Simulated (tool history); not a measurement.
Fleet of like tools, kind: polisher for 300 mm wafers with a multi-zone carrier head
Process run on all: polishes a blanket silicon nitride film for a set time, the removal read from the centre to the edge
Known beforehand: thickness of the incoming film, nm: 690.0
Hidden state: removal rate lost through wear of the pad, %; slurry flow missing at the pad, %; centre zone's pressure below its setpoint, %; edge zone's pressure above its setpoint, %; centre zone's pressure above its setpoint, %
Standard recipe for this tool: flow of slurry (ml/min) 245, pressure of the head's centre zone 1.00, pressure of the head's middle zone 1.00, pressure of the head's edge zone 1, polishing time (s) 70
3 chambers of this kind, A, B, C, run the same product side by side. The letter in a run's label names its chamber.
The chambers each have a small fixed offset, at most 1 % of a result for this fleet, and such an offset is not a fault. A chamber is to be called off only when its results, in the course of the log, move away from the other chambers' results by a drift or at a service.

run,day,flow of slurry (ml/min),pressure of the head's centre zone,pressure of the head's middle zone,pressure of the head's edge zone,polishing time (s),wafers polished on this pad,hours since the slurry nozzle was cleaned,hours since the centre zone pressure was calibrated,hours since the edge zone pressure was calibrated,film removed at the wafer's centre (Å),film removed at mid-radius (Å),film removed at the wafer's edge (Å)
1A,0.388,245,1.00,1.00,1,70,990,82.4,1095.4,472.5,1271.0,1299.0,1277.0
# day 0.667: chamber C: worn pad replaced by a new one
2B,0.692,245,1.00,1.00,1,70,785,490.3,594.0,68.3,1264.2,1267.1,1275.2
# day 0.708: chamber B: worn pad replaced by a new one
3C,1.138,245,1.00,1.00,1,70,153,420.6,144.8,687.9,1246.6,1277.8,1268.1
4C,1.579,245,1.00,1.00,1,70,296,431.2,155.4,698.5,1254.3,1244.5,1262.1
# day 1.629: chamber A: worn pad replaced by a new one
5A,1.975,245,1.00,1.00,1,70,112,120.5,1133.5,510.6,1258.3,1241.0,1266.2
6B,2.192,245,1.00,1.00,1,70,481,526.3,630.0,104.3,1268.4,1262.5,1266.1
7B,2.471,245,1.00,1.11,1,58,572,533.0,636.7,111.0,1046.9,1170.8,1051.1
8A,2.729,245,1.00,1.11,1,58,357,138.6,1151.6,528.7,1052.7,1162.0,1052.0
# day 2.900: chamber C: worn pad replaced by a new one
9C,3.150,245,1.00,1.11,1,58,81,468.9,193.1,736.2,1021.1,1145.1,1038.3
10A,3.450,245,1.00,1.00,1,70,591,155.9,1168.9,546.0,1277.7,1311.9,1264.0
# day 3.679: chamber B: worn pad replaced by a new one
11B,3.692,305,1.08,1.00,1,70,5,562.3,666.0,140.3,1434.5,1331.8,1265.9
# day 3.875: chamber A: centre zone pressure recalibrated
12C,3.983,305,1.08,1.00,1,70,351,488.9,213.1,756.2,1413.4,1260.8,1308.1
13B,4.392,305,1.08,1.00,1,70,232,579.1,682.8,157.1,1409.5,1276.3,1281.3
14C,4.821,245,1.00,1.00,1,70,623,509.0,233.2,776.3,1252.0,1252.0,1282.6
# day 5.158: chamber A: worn pad replaced by a new one
# day 5.183: chamber C: worn pad replaced by a new one
15A,5.250,245,1.00,1.04,1,70,30,199.1,33.1,589.2,1135.1,1319.2,1268.7
16C,5.571,245,1.00,1.04,1,70,125,527.0,251.2,794.3,1264.9,1269.3,1262.1
17B,5.829,245,1.00,1.04,1,70,698,613.6,717.3,191.6,1272.9,1295.8,1262.5
18A,6.108,245,1.00,1.00,1,70,308,219.7,53.7,609.8,1159.4,1259.5,1294.1
19C,6.396,245,1.00,1.00,1,70,393,546.8,271.0,814.1,1253.0,1239.9,1267.2
# day 6.408: chamber B: worn pad replaced by a new one
20B,6.762,245,1.00,1.00,1,70,115,636.0,739.7,214.0,1262.4,1252.6,1252.5

What goes on in this fleet: one chamber off, a drifting gauge, or nothing beyond the chambers' own small offsets? Name the chamber and the cause, if any.

Chamber A came out of a service off from its peers and stayed that way.
What lies behind it: centre zone's pressure below its setpoint, % = 8.34.

Below are 4 candidate recipes for chamber A's next run, each the usual settings with a change, their results shown as question marks. Which of them brings A's results back in line with what the other chambers give on the usual settings?
A result is in line if it is within this distance of the other chambers' mean on the usual settings: film removed at the wafer's centre (Å) 41.00; film removed at mid-radius (Å) 61.0; film removed at the wafer's edge (Å) 48.0
21A-1,7.083,240,0.92,1.02,1.02,70,,,,,?,?,?
21A-2,7.083,255,1.13,0.97,0.96,71,,,,,?,?,?
21A-3,7.083,235,0.87,1.03,1.04,69,,,,,?,?,?
21A-4,7.083,250,1.08,0.98,0.98,70,,,,,?,?,?

The other chambers' mean on the usual settings: film removed at the wafer's centre (Å) 1258.80; film removed at mid-radius (Å) 1261.3; film removed at the wafer's edge (Å) 1262.2
run,film removed at the wafer's centre (Å),film removed at mid-radius (Å),film removed at the wafer's edge (Å)
21A-1,1041.70,1281.0,1273.6
21A-2,1338.40,1247.6,1259.0
21A-3,961.24,1271.3,1265.8
21A-4,1252.20,1239.2,1252.3
The answer is 21A-4, which returns the chamber to within the allowed miss of the others.

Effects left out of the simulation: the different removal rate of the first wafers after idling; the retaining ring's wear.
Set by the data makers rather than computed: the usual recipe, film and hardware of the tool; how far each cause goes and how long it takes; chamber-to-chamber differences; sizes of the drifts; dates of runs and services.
